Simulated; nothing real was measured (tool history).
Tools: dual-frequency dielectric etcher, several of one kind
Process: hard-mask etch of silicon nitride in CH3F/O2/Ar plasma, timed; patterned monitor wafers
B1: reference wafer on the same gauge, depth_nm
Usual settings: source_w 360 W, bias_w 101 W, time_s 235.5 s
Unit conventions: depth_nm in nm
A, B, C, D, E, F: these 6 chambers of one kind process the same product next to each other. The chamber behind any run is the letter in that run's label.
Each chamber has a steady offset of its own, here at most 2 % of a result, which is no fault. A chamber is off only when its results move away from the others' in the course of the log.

run 1D hour=9.2 | source_w=360 bias_w=101 time_s=235.5 | B1=198.1 | depth_nm=179.93
run 2A hour=15.3 | source_w=360 bias_w=101 time_s=235.5 | B1=198.02 | depth_nm=178.35
run 3E hour=26.8 | source_w=360 bias_w=101 time_s=235.5 | B1=198.09 | depth_nm=179.29
run 4F hour=36.4 | source_w=360 bias_w=101 time_s=235.5 | B1=198.09 | depth_nm=179.37
run 5B hour=42.5 | source_w=360 bias_w=101 time_s=235.5 | B1=198.11 | depth_nm=182.61
-- hour=48.7 chamber B: wet clean of the chamber
run 6C hour=49.4 | source_w=360 bias_w=101 time_s=235.5 | B1=198.21 | depth_nm=178.53
run 7D hour=56.6 | source_w=360 bias_w=101 time_s=235.5 | B1=198.2 | depth_nm=179.62
run 8F hour=63.3 | source_w=360 bias_w=101 time_s=235.5 | B1=198.2 | depth_nm=178.91
run 9A hour=71.1 | source_w=360 bias_w=101 time_s=235.5 | B1=198.33 | depth_nm=178.77
run 10B hour=82.6 | source_w=360 bias_w=101 time_s=235.5 | B1=198.34 | depth_nm=181.8
run 11E hour=88.1 | source_w=360 bias_w=110 time_s=289.5 | B1=198.33 | depth_nm=227.72
run 12C hour=97 | source_w=360 bias_w=110 time_s=289.5 | B1=198.39 | depth_nm=227.24
run 13C hour=103.5 | source_w=360 bias_w=110 time_s=289.5 | B1=198.44 | depth_nm=227.16
run 14B hour=114.6 | source_w=360 bias_w=110 time_s=289.5 | B1=198.47 | depth_nm=231.18
-- hour=122.5 chamber A: wet clean of the chamber
run 15F hour=124.4 | source_w=360 bias_w=110 time_s=289.5 | B1=198.45 | depth_nm=227.54
run 16A hour=131.3 | source_w=360 bias_w=110 time_s=289.5 | B1=198.47 | depth_nm=227.06
run 17D hour=140.3 | source_w=360 bias_w=101 time_s=235.5 | B1=198.61 | depth_nm=180.44
run 18E hour=146.6 | source_w=360 bias_w=101 time_s=235.5 | B1=198.5 | depth_nm=179.5
run 19C hour=157.2 | source_w=360 bias_w=101 time_s=235.5 | B1=198.67 | depth_nm=178.32
run 20B hour=166 | source_w=360 bias_w=101 time_s=235.5 | B1=198.58 | depth_nm=182.36
run 21D hour=172.1 | source_w=360 bias_w=101 time_s=269.5 | B1=198.6 | depth_nm=206.32
run 22F hour=179.3 | source_w=360 bias_w=101 time_s=269.5 | B1=198.7 | depth_nm=205.67
run 23E hour=189.9 | source_w=360 bias_w=101 time_s=269.5 | B1=198.66 | depth_nm=205.7
run 24A hour=197.5 | source_w=360 bias_w=101 time_s=269.5 | B1=198.7 | depth_nm=205.52
run 25D hour=204.6 | source_w=360 bias_w=101 time_s=269.5 | B1=198.74 | depth_nm=206.08
run 26A hour=212.6 | source_w=360 bias_w=101 time_s=269.5 | B1=198.81 | depth_nm=204.75
run 27E hour=222.5 | source_w=360 bias_w=101 time_s=235.5 | B1=198.83 | depth_nm=179.61
run 28C hour=232.8 | source_w=360 bias_w=83 time_s=235.5 | B1=198.8 | depth_nm=166.42
run 29B hour=240.4 | source_w=360 bias_w=83 time_s=235.5 | B1=198.87 | depth_nm=170.03
-- hour=244.9 chamber D: wet clean of the chamber
run 30F hour=251.8 | source_w=360 bias_w=83 time_s=235.5 | B1=198.88 | depth_nm=166.71
-- hour=253.9 chamber C: bias power generator calibrated
-- hour=254.7 chamber A: source power generator calibrated
run 31D hour=260.1 | source_w=360 bias_w=83 time_s=235.5 | B1=199.01 | depth_nm=167.66
run 32E hour=269 | source_w=360 bias_w=83 time_s=235.5 | B1=199.03 | depth_nm=167.31
run 33A hour=277.6 | source_w=360 bias_w=83 time_s=235.5 | B1=199.09 | depth_nm=166.93
run 34F hour=288.8 | source_w=360 bias_w=101 time_s=235.5 | B1=199.08 | depth_nm=180.29
run 35C hour=300.1 | source_w=360 bias_w=101 time_s=235.5 | B1=199.06 | depth_nm=179.38
run 36B hour=305.5 | source_w=360 bias_w=101 time_s=235.5 | B1=199.17 | depth_nm=182.83
run 37D hour=316.4 | source_w=360 bias_w=101 time_s=235.5 | B1=199.19 | depth_nm=180.71
run 38E hour=327 | source_w=360 bias_w=101 time_s=235.5 | B1=199.26 | depth_nm=180.07

Which is it: a chamber that has drifted or been left off by a service, a gauge drift common to all chambers, or only each chamber's usual small offset? If a chamber is off, name it and its likeliest cause.

The shared gauge is drifting. All chambers look as if they move in step, but none is off.
Likeliest cause: gauge reads high (%) = 0.636.
